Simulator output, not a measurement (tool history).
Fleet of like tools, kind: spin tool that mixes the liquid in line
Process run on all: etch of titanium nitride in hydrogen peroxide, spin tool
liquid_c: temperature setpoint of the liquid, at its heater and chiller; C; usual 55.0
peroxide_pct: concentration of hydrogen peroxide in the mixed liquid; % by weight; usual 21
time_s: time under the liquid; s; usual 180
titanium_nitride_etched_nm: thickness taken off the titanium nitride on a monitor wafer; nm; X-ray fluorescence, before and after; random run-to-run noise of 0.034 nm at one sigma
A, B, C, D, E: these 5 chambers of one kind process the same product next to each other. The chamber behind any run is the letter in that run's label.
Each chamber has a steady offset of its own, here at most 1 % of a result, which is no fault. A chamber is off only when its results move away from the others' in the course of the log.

run   hour  liquid_c  peroxide_pct  time_s  hours since the thermometer was replaced  hours since the peroxide flow meter was replaced  hours since the heated supply line was repaired  hours since the drum of peroxide was connected  read-back film thickness of the titanium nitride reference wafer, read on the same gauge (nm)  titanium_nitride_etched_nm
 1A    7.1      55.0            21     180                                     587.6                                             400.5                                           1350.6                                           266.7                                                                                         60.006                      7.0354
 2D   13.3      55.0            21     180                                    2027.1                                             661.6                                            606.1                                           967.8                                                                                         60.022                      6.9319
 3C   19.2      55.0            21     180                                    1766.9                                             196.6                                           1412.8                                           225.1                                                                                         60.013                      6.9962
 4E   25.7      55.0            21     180                                    1403.8                                             857.1                                            171.1                                           353.6                                                                                         59.995                      6.9935
 5B   31.0      55.0            21     180                                     260.4                                             346.9                                           2032.1                                           890.1                                                                                         60.002                      6.9147
 6D   36.4      50.0            21     125                                    2050.2                                             684.7                                            629.2                                           990.9                                                                                         59.986                      3.4044
      42.2  -- chamber B: new drum of peroxide connected
 7A   42.4      50.0            21     125                                     622.9                                             435.8                                           1385.9                                           302.0                                                                                         60.005                      3.3670
 8E   47.5      50.0            21     125                                    1425.6                                             878.9                                            192.9                                           375.4                                                                                         59.996                      3.3935
 9B   52.9      50.0            21     125                                     282.3                                             368.8                                           2054.0                                            10.7                                                                                         59.976                      3.3180
10C   60.8      50.0            21     125                                    1808.5                                             238.2                                           1454.4                                           266.7                                                                                         59.990                      3.3924
11E   65.4      55.0            21     180                                    1443.5                                             896.8                                            210.8                                           393.3                                                                                         60.002                      6.9728
12B   69.9      55.0            21     180                                     299.3                                             385.8                                           2071.0                                            27.7                                                                                         60.008                      6.7856
13D   74.6      55.0            21     180                                    2088.4                                             722.9                                            667.4                                          1029.1                                                                                         59.979                      6.9196
14C   78.3      55.0            21     180                                    1826.0                                             255.7                                           1471.9                                           284.2                                                                                         60.023                      6.9555
15A   82.0      55.0            21     180                                     662.5                                             475.4                                           1425.5                                           341.6                                                                                         60.008                      7.0284
      83.7  -- chamber C: thermometer replaced
16E   87.8      55.0            21     180                                    1465.9                                             919.2                                            233.2                                           415.7                                                                                         60.007                      6.9677
17A   92.4      55.0            21     180                                     672.9                                             485.8                                           1435.9                                           352.0                                                                                         60.020                      7.0464
18B   97.0      60.0            21     280                                     326.4                                             412.9                                           2098.1                                            54.8                                                                                         60.009                     14.8690
19D  103.8      60.0            21     280                                    2117.6                                             752.1                                            696.6                                          1058.3                                                                                         60.014                     15.1860
20C  108.4      60.0            21     280                                      24.8                                             285.8                                           1502.0                                           314.3                                                                                         60.007                     15.1840
21E  113.6      60.0            21     280                                    1491.7                                             945.0                                            259.0                                           441.5                                                                                         60.006                     15.2210
22B  117.4      60.0            21     280                                     346.8                                             433.3                                           2118.5                                            75.2                                                                                         60.013                     14.8530
23D  124.3      55.0            21     180                                    2138.1                                             772.6                                            717.1                                          1078.8                                                                                         60.019                      6.8951
24C  130.5      55.0            21     180                                      46.9                                             307.9                                           1524.1                                           336.4                                                                                         60.010                      6.9953
25A  137.9      55.0            21     180                                     718.4                                             531.3                                           1481.4                                           397.5                                                                                         60.016                      7.0750
26A  144.7      55.0            21     180                                     725.2                                             538.1                                           1488.2                                           404.3                                                                                         60.004                      7.0469
27B  150.9      55.0            21     180                                     380.3                                             466.8                                           2152.0                                           108.7                                                                                         59.968                      6.6819
28E  156.1      55.0            21     180                                    1534.2                                             987.5                                            301.5                                           484.0                                                                                         60.000                      6.9718
29D  161.0      55.0            21     180                                    2174.8                                             809.3                                            753.8                                          1115.5                                                                                         59.998                      6.9753
30C  164.8      55.0            21     180                                      81.2                                             342.2                                           1558.4                                           370.7                                                                                         60.010                      6.9721
31E  171.8      55.0            21     180                                    1549.9                                            1003.2                                            317.2                                           499.7                                                                                         60.001                      6.9151
32A  176.3      55.0            21     180                                     756.8                                             569.7                                           1519.8                                           435.9                                                                                         60.002                      7.1064
33C  180.9      47.5            16     180                                      97.3                                             358.3                                           1574.5                                           386.8                                                                                         59.993                      3.8680
34D  188.7      47.5            16     180                                    2202.5                                             837.0                                            781.5                                          1143.2                                                                                         60.008                      3.8394

Is one chamber off against the others, does the gauge drift, or is nothing wrong? If a chamber is off, say which, and what the likeliest cause is.

Little by little, chamber B moves away from the other chambers.
What lies behind it: liquid colder than its thermometer reads (K) = 0.807.
With only this log, it may be confused with: temperature lost on the way to the wafer (K).

Which of the 4 candidates below, each the usual settings with something changed and its results left as question marks, puts chamber B back in line with what the other chambers give on the usual settings?
In line here means within this much of the mean the other chambers give on the usual settings: titanium_nitride_etched_nm 0.1200 nm
35B-1  194.5      55.0            21     175                                                                                                                                                                                                                                                                                                                       ?
35B-2  194.5      55.0            21     185                                                                                                                                                                                                                                                                                                                       ?
35B-3  194.5      54.5            21     175                                                                                                                                                                                                                                                                                                                       ?
35B-4  194.5      55.5            21     185                                                                                                                                                                                                                                                                                                                       ?

The other chambers' mean on the usual settings: titanium_nitride_etched_nm 6.9661 nm
  run  titanium_nitride_etched_nm
35B-1                      6.3890
35B-2                      6.7541
35B-3                      6.1676
35B-4                      6.9958
With 35B-4, the chamber falls back in line with the rest.
